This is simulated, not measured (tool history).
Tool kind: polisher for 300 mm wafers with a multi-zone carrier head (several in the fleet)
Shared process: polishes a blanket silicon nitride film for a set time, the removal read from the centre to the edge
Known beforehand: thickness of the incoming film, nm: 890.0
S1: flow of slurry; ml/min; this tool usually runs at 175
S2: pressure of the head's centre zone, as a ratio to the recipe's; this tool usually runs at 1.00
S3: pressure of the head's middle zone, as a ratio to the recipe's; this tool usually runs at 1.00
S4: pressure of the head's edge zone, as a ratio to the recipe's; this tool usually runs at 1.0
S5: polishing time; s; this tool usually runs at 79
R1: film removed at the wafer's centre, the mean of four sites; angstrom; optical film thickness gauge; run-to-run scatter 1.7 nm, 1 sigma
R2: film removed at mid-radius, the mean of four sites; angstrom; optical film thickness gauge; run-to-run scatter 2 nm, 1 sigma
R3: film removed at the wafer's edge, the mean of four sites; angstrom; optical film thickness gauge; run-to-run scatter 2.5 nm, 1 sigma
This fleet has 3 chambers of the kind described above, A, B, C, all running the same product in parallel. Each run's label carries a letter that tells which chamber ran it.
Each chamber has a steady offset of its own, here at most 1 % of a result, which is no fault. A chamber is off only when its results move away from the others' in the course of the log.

| run | hour | S1 | S2 | S3 | S4 | S5 | R1 | R2 | R3 |
|---|---|---|---|---|---|---|---|---|---|
| 1B | 4.2 | 175 | 1.00 | 1.00 | 1.0 | 79 | 1967.8 | 1965.6 | 1941.9 |
| 2A | 7.7 | 175 | 1.00 | 1.00 | 1.0 | 79 | 1948.7 | 1976.7 | 1982.4 |
| 3C | 10.6 | 175 | 1.00 | 1.00 | 1.0 | 79 | 1950.2 | 1948.4 | 1969.7 |
|  | 12.3 | chamber C: worn pad replaced by a new one |
| 4A | 14.8 | 175 | 1.00 | 1.00 | 1.0 | 79 | 1978.4 | 1975.1 | 1964.1 |
| 5C | 17.7 | 175 | 1.00 | 1.00 | 1.0 | 79 | 1969.8 | 1984.5 | 1982.9 |
| 6B | 23.1 | 175 | 1.00 | 1.00 | 1.0 | 79 | 1983.5 | 1966.7 | 1983.1 |
| 7A | 27.8 | 175 | 1.00 | 1.00 | 1.0 | 79 | 1937.9 | 1963.7 | 1965.0 |
| 8B | 34.1 | 175 | 1.00 | 1.00 | 1.0 | 79 | 1951.0 | 1974.6 | 1908.0 |
| 9C | 37.8 | 175 | 1.00 | 1.00 | 1.0 | 79 | 1940.1 | 1978.6 | 1966.4 |
|  | 42.4 | chamber B: centre zone pressure recalibrated |
|  | 43.0 | chamber B: worn pad replaced by a new one |
| 10A | 44.3 | 175 | 1.00 | 1.00 | 1.0 | 79 | 1968.2 | 1952.9 | 1976.9 |
| 11B | 50.3 | 175 | 1.00 | 1.00 | 1.0 | 79 | 1935.2 | 1965.9 | 1953.2 |
| 12C | 54.1 | 175 | 1.00 | 1.00 | 1.0 | 79 | 1982.2 | 1979.4 | 1962.7 |
|  | 55.4 | chamber C: edge zone pressure recalibrated |
| 13B | 59.5 | 175 | 1.00 | 1.00 | 1.1 | 79 | 1963.3 | 1994.3 | 2015.2 |
| 14A | 65.0 | 175 | 1.00 | 1.00 | 1.1 | 79 | 1977.8 | 1958.3 | 2062.0 |
| 15C | 70.3 | 175 | 1.00 | 1.00 | 1.1 | 79 | 1994.7 | 1969.3 | 2062.8 |
| 16C | 74.1 | 175 | 1.00 | 1.00 | 1.0 | 79 | 1985.6 | 1968.2 | 2016.3 |
| 17A | 80.6 | 175 | 1.00 | 1.00 | 1.0 | 79 | 1981.1 | 1971.8 | 1939.6 |
| 18B | 83.7 | 175 | 1.00 | 1.00 | 1.0 | 79 | 1973.4 | 1964.2 | 1936.7 |
| 19A | 87.6 | 175 | 1.00 | 1.00 | 1.0 | 79 | 1998.9 | 1943.3 | 1946.5 |
|  | 87.9 | chamber B: worn pad replaced by a new one |
|  | 90.7 | chamber A: centre zone pressure recalibrated |
| 20B | 93.0 | 130 | 1.00 | 1.00 | 1.0 | 79 | 1837.7 | 1882.9 | 1880.0 |
| 21C | 97.4 | 130 | 1.00 | 1.00 | 1.0 | 79 | 1869.1 | 1881.2 | 1872.1 |
| 22C | 102.7 | 130 | 1.00 | 1.00 | 1.0 | 79 | 1847.9 | 1820.4 | 1866.8 |
| 23B | 108.1 | 175 | 1.00 | 1.00 | 1.0 | 79 | 1956.0 | 2017.9 | 1944.3 |
| 24A | 112.2 | 130 | 1.00 | 1.00 | 1.0 | 64 | 1655.7 | 1512.5 | 1476.4 |
|  | 116.2 | chamber A: worn pad replaced by a new one |
| 25A | 116.7 | 130 | 1.00 | 1.00 | 1.0 | 64 | 1684.0 | 1530.8 | 1508.2 |
| 26B | 120.7 | 130 | 1.00 | 1.00 | 1.0 | 64 | 1504.5 | 1502.5 | 1521.0 |
| 27C | 124.2 | 175 | 1.11 | 1.00 | 1.0 | 79 | 2201.1 | 1954.1 | 1955.4 |
| 28C | 130.6 | 175 | 1.11 | 1.00 | 1.0 | 79 | 2191.2 | 1960.7 | 1961.2 |
|  | 130.8 | chamber B: worn pad replaced by a new one |
| 29B | 133.5 | 175 | 1.11 | 1.00 | 1.0 | 79 | 2215.9 | 1978.0 | 1916.9 |
|  | 137.1 | chamber C: worn pad replaced by a new one |
| 30A | 137.4 | 175 | 1.00 | 1.00 | 1.0 | 79 | 2220.5 | 1995.5 | 1924.1 |
| 31A | 142.9 | 175 | 1.00 | 1.00 | 1.0 | 79 | 2195.7 | 1968.3 | 1987.1 |
| 32B | 147.0 | 175 | 1.00 | 1.00 | 1.0 | 79 | 1944.0 | 1947.4 | 1958.4 |
| 33C | 152.0 | 175 | 1.00 | 1.00 | 1.0 | 79 | 1991.7 | 1987.4 | 2016.3 |

Which is it: a chamber that has drifted or been left off by a service, a gauge drift common to all chambers, or only each chamber's usual small offset? If a chamber is off, name it and its likeliest cause.

A service left chamber A off against the others.
Likeliest cause: centre zone's pressure above its setpoint, % = 11.2.

Chamber A could run next with any of the 4 candidate recipes listed below; each alters the usual settings, and their results appear as question marks. Which one brings its results back in line with what the other chambers deliver on the usual settings?
In line means no further than this from the other chambers' mean on the usual settings: R1 59.0 angstrom; R2 69.0 angstrom; R3 87.0 angstrom
| 34A-1 | 156.7 | 170 | 0.91 | 1.02 | 1.03 | 78 | ? | ? | ? |
| 34A-2 | 156.7 | 170 | 0.96 | 1.01 | 1.01 | 79 | ? | ? | ? |
| 34A-3 | 156.7 | 180 | 1.09 | 0.98 | 0.97 | 80 | ? | ? | ? |
| 34A-4 | 156.7 | 180 | 1.04 | 0.99 | 0.99 | 79 | ? | ? | ? |

Usual-settings mean across the other chambers: R1 1967.5 angstrom; R2 1968.9 angstrom; R3 1964.3 angstrom
| run | R1 | R2 | R3 |
|---|---|---|---|
| 34A-1 | 1951.5 | 1972.1 | 1988.2 |
| 34A-2 | 2093.4 | 1979.1 | 1993.4 |
| 34A-3 | 2453.3 | 1967.2 | 1991.4 |
| 34A-4 | 2304.5 | 1961.1 | 1987.0 |
It is 34A-1 that realigns the chamber with its peers.
